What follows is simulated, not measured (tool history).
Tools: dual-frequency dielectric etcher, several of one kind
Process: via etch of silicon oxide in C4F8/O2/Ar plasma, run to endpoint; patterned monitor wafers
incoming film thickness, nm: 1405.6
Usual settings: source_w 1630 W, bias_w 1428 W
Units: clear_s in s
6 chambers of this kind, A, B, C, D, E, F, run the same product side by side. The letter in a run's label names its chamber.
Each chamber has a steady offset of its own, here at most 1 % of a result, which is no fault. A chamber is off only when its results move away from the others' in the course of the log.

{"run": "1A", "hour": 8.1, "source_w": 1630, "bias_w": 1428, "clear_s": 330.53}
{"run": "2C", "hour": 15.5, "source_w": 1630, "bias_w": 1428, "clear_s": 332.11}
{"run": "3B", "hour": 20.7, "source_w": 1630, "bias_w": 1428, "clear_s": 328.54}
{"run": "4F", "hour": 26.0, "source_w": 1630, "bias_w": 1428, "clear_s": 334.57}
{"run": "5D", "hour": 32.9, "source_w": 1630, "bias_w": 1428, "clear_s": 331.89}
{"run": "6E", "hour": 42.2, "source_w": 1630, "bias_w": 1428, "clear_s": 328.8}
{"run": "7B", "hour": 47.8, "source_w": 1630, "bias_w": 1428, "clear_s": 329.57}
{"run": "8C", "hour": 54.8, "source_w": 1630, "bias_w": 1305, "clear_s": 339.18}
{"run": "9A", "hour": 64.7, "source_w": 1630, "bias_w": 1305, "clear_s": 338.93}
{"run": "10D", "hour": 74.5, "source_w": 1630, "bias_w": 1305, "clear_s": 337.11}
{"run": "11F", "hour": 85.1, "source_w": 1630, "bias_w": 1305, "clear_s": 343.95}
{"run": "12E", "hour": 94.9, "source_w": 1630, "bias_w": 1305, "clear_s": 335.89}
{"run": "13C", "hour": 104.6, "source_w": 1630, "bias_w": 1305, "clear_s": 340.94}
{"run": "14B", "hour": 110.3, "source_w": 1630, "bias_w": 1428, "clear_s": 326.2}
{"run": "15D", "hour": 115.1, "source_w": 1630, "bias_w": 1428, "clear_s": 327.53}
{"hour": 115.9, "done": "chamber C: wet clean of the chamber"}
{"run": "16F", "hour": 123.8, "source_w": 1970, "bias_w": 1739, "clear_s": 292.83}
{"run": "17A", "hour": 133.6, "source_w": 1970, "bias_w": 1739, "clear_s": 292.73}
{"hour": 133.8, "done": "chamber B: bias power generator calibrated"}
{"run": "18E", "hour": 139.0, "source_w": 1970, "bias_w": 1739, "clear_s": 289.3}
{"hour": 144.1, "done": "chamber B: wet clean of the chamber"}
{"run": "19B", "hour": 149.0, "source_w": 1970, "bias_w": 1739, "clear_s": 288.3}
{"run": "20C", "hour": 154.1, "source_w": 1970, "bias_w": 1739, "clear_s": 292.8}
{"run": "21A", "hour": 163.8, "source_w": 1970, "bias_w": 1739, "clear_s": 290.92}
{"hour": 166.7, "done": "chamber E: wet clean of the chamber"}
{"run": "22D", "hour": 168.6, "source_w": 1630, "bias_w": 1428, "clear_s": 332.09}
{"run": "23F", "hour": 178.4, "source_w": 1630, "bias_w": 1744, "clear_s": 315.22}
{"run": "24E", "hour": 183.6, "source_w": 1630, "bias_w": 1744, "clear_s": 313.28}
{"run": "25A", "hour": 188.6, "source_w": 1630, "bias_w": 1744, "clear_s": 312.75}
{"run": "26F", "hour": 198.7, "source_w": 1630, "bias_w": 1744, "clear_s": 313.56}
{"run": "27E", "hour": 203.9, "source_w": 1630, "bias_w": 1744, "clear_s": 311.58}
{"run": "28C", "hour": 213.1, "source_w": 1630, "bias_w": 1744, "clear_s": 315.49}
{"run": "29D", "hour": 218.3, "source_w": 1630, "bias_w": 1428, "clear_s": 333.75}
{"hour": 221.9, "done": "chamber F: bias power generator calibrated"}
{"run": "30B", "hour": 224.2, "source_w": 1630, "bias_w": 1428, "clear_s": 330.38}
{"run": "31D", "hour": 232.6, "source_w": 1630, "bias_w": 1428, "clear_s": 332.53}
{"run": "32E", "hour": 238.5, "source_w": 1630, "bias_w": 1428, "clear_s": 329.8}
{"hour": 243.2, "done": "chamber D: wet clean of the chamber"}
{"run": "33C", "hour": 248.0, "source_w": 1630, "bias_w": 1428, "clear_s": 333.35}
{"run": "34A", "hour": 257.7, "source_w": 1630, "bias_w": 1428, "clear_s": 330.98}
{"run": "35F", "hour": 267.3, "source_w": 1630, "bias_w": 1428, "clear_s": 335.75}
{"run": "36B", "hour": 271.9, "source_w": 1630, "bias_w": 1428, "clear_s": 325.84}
{"run": "37F", "hour": 280.5, "source_w": 1630, "bias_w": 1428, "clear_s": 330.88}
{"run": "38E", "hour": 289.3, "source_w": 1630, "bias_w": 1428, "clear_s": 330.75}
{"run": "39D", "hour": 296.9, "source_w": 1390, "bias_w": 1603, "clear_s": 340.08}
{"run": "40A", "hour": 307.4, "source_w": 1390, "bias_w": 1603, "clear_s": 339.75}

What goes on in this fleet: one chamber off, a drifting gauge, or nothing beyond the chambers' own small offsets? Name the chamber and the cause, if any.

No chamber stands off beyond its own small offset, and the gauge holds steady.

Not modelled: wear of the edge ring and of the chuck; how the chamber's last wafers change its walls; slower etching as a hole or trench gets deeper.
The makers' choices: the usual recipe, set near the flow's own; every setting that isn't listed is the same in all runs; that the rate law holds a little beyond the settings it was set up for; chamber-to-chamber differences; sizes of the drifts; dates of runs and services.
